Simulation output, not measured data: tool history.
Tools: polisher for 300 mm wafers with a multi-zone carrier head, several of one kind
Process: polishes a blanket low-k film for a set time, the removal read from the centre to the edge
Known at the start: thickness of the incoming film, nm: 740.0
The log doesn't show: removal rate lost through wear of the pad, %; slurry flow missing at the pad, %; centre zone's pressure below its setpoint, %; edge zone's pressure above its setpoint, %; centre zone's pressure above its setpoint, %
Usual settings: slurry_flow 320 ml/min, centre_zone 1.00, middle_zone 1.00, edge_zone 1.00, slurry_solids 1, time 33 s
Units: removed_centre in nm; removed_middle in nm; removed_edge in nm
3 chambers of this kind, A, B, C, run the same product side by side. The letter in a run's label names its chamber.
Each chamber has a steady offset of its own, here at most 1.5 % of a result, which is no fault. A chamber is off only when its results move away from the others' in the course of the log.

| run | hour | slurry_flow | centre_zone | middle_zone | edge_zone | slurry_solids | time | wafers polished on this pad | hours since the slurry nozzle was cleaned | hours since the centre zone pressure was calibrated | hours since the edge zone pressure was calibrated | removed_centre | removed_middle | removed_edge |
|---|---|---|---|---|---|---|---|---|---|---|---|---|---|---|
| 1B | 9.9 | 320 | 1.00 | 1.00 | 1.00 | 1 | 33 | 312 | 657.0 | 344.6 | 398.6 | 13.1410 | 13.3090 | 13.4720 |
|  | 15.2 | chamber C: worn pad replaced by a new one |
| 2A | 18.1 | 320 | 1.00 | 1.00 | 1.00 | 1 | 33 | 1099 | 376.5 | 1174.6 | 155.3 | 13.0950 | 13.1770 | 13.2800 |
| 3C | 24.6 | 320 | 1.00 | 1.00 | 1.00 | 1 | 33 | 100 | 619.8 | 644.6 | 35.6 | 13.3470 | 13.2940 | 13.2760 |
|  | 25.6 | chamber B: slurry nozzle cleaned |
|  | 28.7 | chamber C: slurry nozzle cleaned |
| 4B | 34.7 | 320 | 1.00 | 1.00 | 1.00 | 1 | 33 | 575 | 9.1 | 369.4 | 423.4 | 13.4330 | 13.3400 | 13.7140 |
| 5A | 46.3 | 320 | 1.00 | 1.09 | 1.00 | 1 | 23 | 1398 | 404.7 | 1202.8 | 183.5 | 9.1666 | 9.9752 | 9.1246 |
|  | 49.7 | chamber A: worn pad replaced by a new one |
| 6C | 55.8 | 320 | 1.00 | 1.09 | 1.00 | 1 | 23 | 432 | 27.1 | 675.8 | 66.8 | 9.4180 | 9.9841 | 9.3678 |
| 7B | 61.7 | 320 | 1.00 | 1.09 | 1.00 | 1 | 23 | 862 | 36.1 | 396.4 | 450.4 | 9.3108 | 10.1810 | 9.2339 |
| 8A | 67.6 | 320 | 1.00 | 1.00 | 1.00 | 1 | 33 | 190 | 426.0 | 1224.1 | 204.8 | 12.9490 | 13.1510 | 13.1590 |
|  | 68.0 | chamber B: worn pad replaced by a new one |
|  | 69.1 | chamber A: centre zone pressure recalibrated |
| 9C | 74.8 | 320 | 1.00 | 1.00 | 1.00 | 1 | 33 | 634 | 46.1 | 694.8 | 85.8 | 13.3820 | 13.5120 | 13.3770 |
| 10C | 86.1 | 320 | 1.00 | 1.00 | 1.04 | 1 | 26 | 754 | 57.4 | 706.1 | 97.1 | 10.5360 | 10.5000 | 10.7900 |
| 11B | 93.7 | 320 | 1.00 | 1.00 | 1.04 | 1 | 26 | 273 | 68.1 | 428.4 | 482.4 | 10.6130 | 10.4750 | 10.6860 |
| 12A | 101.5 | 320 | 1.00 | 1.00 | 1.04 | 1 | 26 | 550 | 459.9 | 32.4 | 238.7 | 9.1689 | 10.4740 | 10.9360 |
| 13A | 112.3 | 320 | 1.00 | 1.00 | 1.00 | 1 | 33 | 665 | 470.7 | 43.2 | 249.5 | 11.6910 | 13.1200 | 13.4320 |
| 14B | 118.0 | 320 | 1.00 | 1.00 | 1.00 | 1 | 33 | 531 | 92.4 | 452.7 | 506.7 | 13.3440 | 13.4250 | 13.2130 |
| 15C | 125.0 | 320 | 1.00 | 1.00 | 1.00 | 1 | 33 | 1167 | 96.3 | 745.0 | 136.0 | 13.1070 | 13.2930 | 13.6380 |
| 16C | 132.3 | 320 | 0.92 | 1.00 | 1.00 | 1 | 33 | 1245 | 103.6 | 752.3 | 143.3 | 12.0580 | 13.5090 | 13.1890 |
|  | 137.4 | chamber B: worn pad replaced by a new one |
| 17B | 143.0 | 320 | 0.92 | 1.00 | 1.00 | 1 | 33 | 60 | 117.4 | 477.7 | 531.7 | 12.1840 | 13.4810 | 13.2460 |
| 18A | 154.1 | 320 | 0.92 | 1.00 | 1.00 | 1 | 33 | 1109 | 512.5 | 85.0 | 291.3 | 10.4250 | 13.3230 | 13.6430 |
| 19B | 159.8 | 320 | 1.00 | 1.00 | 1.00 | 1 | 33 | 238 | 134.2 | 494.5 | 548.5 | 13.1610 | 13.5190 | 13.3720 |
| 20A | 169.1 | 320 | 1.04 | 1.00 | 1.07 | 1 | 33 | 1269 | 527.5 | 100.0 | 306.3 | 12.2130 | 13.2680 | 13.8880 |

Is one chamber off against the others, does the gauge drift, or is nothing wrong? If a chamber is off, say which, and what the likeliest cause is.

A service left chamber A off against the others.
Cause: centre zone's pressure below its setpoint, % = 10.2.

Here are 4 candidates for chamber A's next run, each the usual settings with a change, their results left as question marks. Which one brings its results back in line with what the others give on the usual settings?
In line means no further than this from the other chambers' mean on the usual settings: removed_centre 0.4300 nm; removed_middle 0.3200 nm; removed_edge 0.6100 nm
| 21A-1 | 178.0 | 310 | 0.90 | 1.00 | 1.04 | 1 | 33 |  |  |  |  | ? | ? | ? |
| 21A-2 | 178.0 | 315 | 0.96 | 1.00 | 1.02 | 1 | 33 |  |  |  |  | ? | ? | ? |
| 21A-3 | 178.0 | 325 | 1.04 | 1.00 | 0.98 | 1 | 33 |  |  |  |  | ? | ? | ? |
| 21A-4 | 178.0 | 330 | 1.11 | 1.00 | 0.95 | 1 | 33 |  |  |  |  | ? | ? | ? |

The other chambers' mean on the usual settings: removed_centre 13.2630 nm; removed_middle 13.3900 nm; removed_edge 13.2750 nm
| run | removed_centre | removed_middle | removed_edge |
|---|---|---|---|
| 21A-1 | 10.2770 | 13.1730 | 13.5920 |
| 21A-2 | 11.0750 | 13.1900 | 13.4710 |
| 21A-3 | 12.1560 | 13.2250 | 13.2250 |
| 21A-4 | 13.0900 | 13.2400 | 13.0310 |
21A-4 brings the chamber back in line.
